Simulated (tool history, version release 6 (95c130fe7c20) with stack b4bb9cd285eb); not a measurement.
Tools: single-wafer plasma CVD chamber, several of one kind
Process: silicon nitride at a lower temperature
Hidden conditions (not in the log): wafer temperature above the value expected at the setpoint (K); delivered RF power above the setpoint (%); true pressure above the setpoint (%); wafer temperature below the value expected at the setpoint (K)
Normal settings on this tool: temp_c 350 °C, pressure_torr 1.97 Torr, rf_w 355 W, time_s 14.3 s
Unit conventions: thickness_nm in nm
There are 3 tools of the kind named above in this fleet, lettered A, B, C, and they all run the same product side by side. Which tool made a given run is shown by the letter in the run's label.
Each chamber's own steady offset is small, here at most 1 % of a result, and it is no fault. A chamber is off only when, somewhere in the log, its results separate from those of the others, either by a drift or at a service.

| run | hour | temp_c | pressure_torr | rf_w | time_s | hours since the last thermocouple change | hours since the last RF generator calibration | hours since the last manometer calibration | read-back reference wafer on the same gauge, thickness_nm | thickness_nm |
|---|---|---|---|---|---|---|---|---|---|---|
| 1C | 4.7 | 350 | 1.97 | 355 | 14.3 | 1100.4 | 686.8 | 1584.2 | 17.398 | 19.858 |
| 2B | 9.6 | 350 | 1.97 | 355 | 14.3 | 127.1 | 850.8 | 325.1 | 17.402 | 20.042 |
| 3A | 13.9 | 350 | 1.97 | 355 | 14.3 | 878.8 | 513.5 | 653.6 | 17.398 | 19.923 |
| 4B | 18.9 | 350 | 1.97 | 355 | 14.3 | 136.4 | 860.1 | 334.4 | 17.399 | 20.011 |
| 5A | 25.5 | 350 | 1.97 | 355 | 14.3 | 890.4 | 525.1 | 665.2 | 17.405 | 19.910 |
| 6C | 30.6 | 350 | 1.97 | 355 | 14.3 | 1126.3 | 712.7 | 1610.1 | 17.402 | 19.869 |
| 7A | 34.5 | 336 | 1.97 | 355 | 14.3 | 899.4 | 534.1 | 674.2 | 17.406 | 20.028 |
| 8B | 41.3 | 336 | 1.97 | 355 | 14.3 | 158.8 | 882.5 | 356.8 | 17.397 | 20.254 |
| 9C | 48.8 | 336 | 1.97 | 355 | 14.3 | 1144.5 | 730.9 | 1628.3 | 17.406 | 19.926 |
| 10A | 53.8 | 350 | 1.97 | 355 | 14.3 | 918.7 | 553.4 | 693.5 | 17.405 | 19.906 |
| 11C | 58.2 | 350 | 1.97 | 320 | 15.9 | 1153.9 | 740.3 | 1637.7 | 17.401 | 20.680 |
| 12B | 64.2 | 350 | 1.97 | 320 | 15.9 | 181.7 | 905.4 | 379.7 | 17.401 | 20.994 |
| 13B | 72.1 | 350 | 1.97 | 320 | 15.9 | 189.6 | 913.3 | 387.6 | 17.399 | 20.856 |
| 14C | 79.2 | 350 | 1.97 | 355 | 14.3 | 1174.9 | 761.3 | 1658.7 | 17.400 | 19.840 |
| 15A | 85.0 | 350 | 1.97 | 355 | 14.3 | 949.9 | 584.6 | 724.7 | 17.401 | 19.901 |
| 16B | 91.6 | 350 | 1.97 | 355 | 14.3 | 209.1 | 932.8 | 407.1 | 17.394 | 20.097 |
| 17A | 96.1 | 350 | 2.28 | 385 | 14.3 | 961.0 | 595.7 | 735.8 | 17.397 | 21.674 |
| 18C | 102.3 | 350 | 2.28 | 385 | 14.3 | 1198.0 | 784.4 | 1681.8 | 17.399 | 21.701 |
| 19A | 108.4 | 350 | 2.28 | 385 | 14.3 | 973.3 | 608.0 | 748.1 | 17.410 | 21.772 |
| 20B | 115.7 | 350 | 1.97 | 355 | 14.3 | 233.2 | 956.9 | 431.2 | 17.407 | 20.082 |
| 21C | 121.9 | 350 | 1.97 | 355 | 14.3 | 1217.6 | 804.0 | 1701.4 | 17.386 | 19.787 |

For the next run the whole fleet of 3 chambers uses the same settings. Give each chamber's results:
| 22A | 128.2 | 350 | 1.97 | 355 | 14.3 |  |  |  |  | ? |
| 22B | 128.2 | 350 | 1.97 | 355 | 14.3 |  |  |  |  | ? |
| 22C | 128.2 | 350 | 1.97 | 355 | 14.3 |  |  |  |  | ? |

| run | thickness_nm |
|---|---|
| 22A | 19.920 |
| 22B | 20.090 |
| 22C | 19.889 |
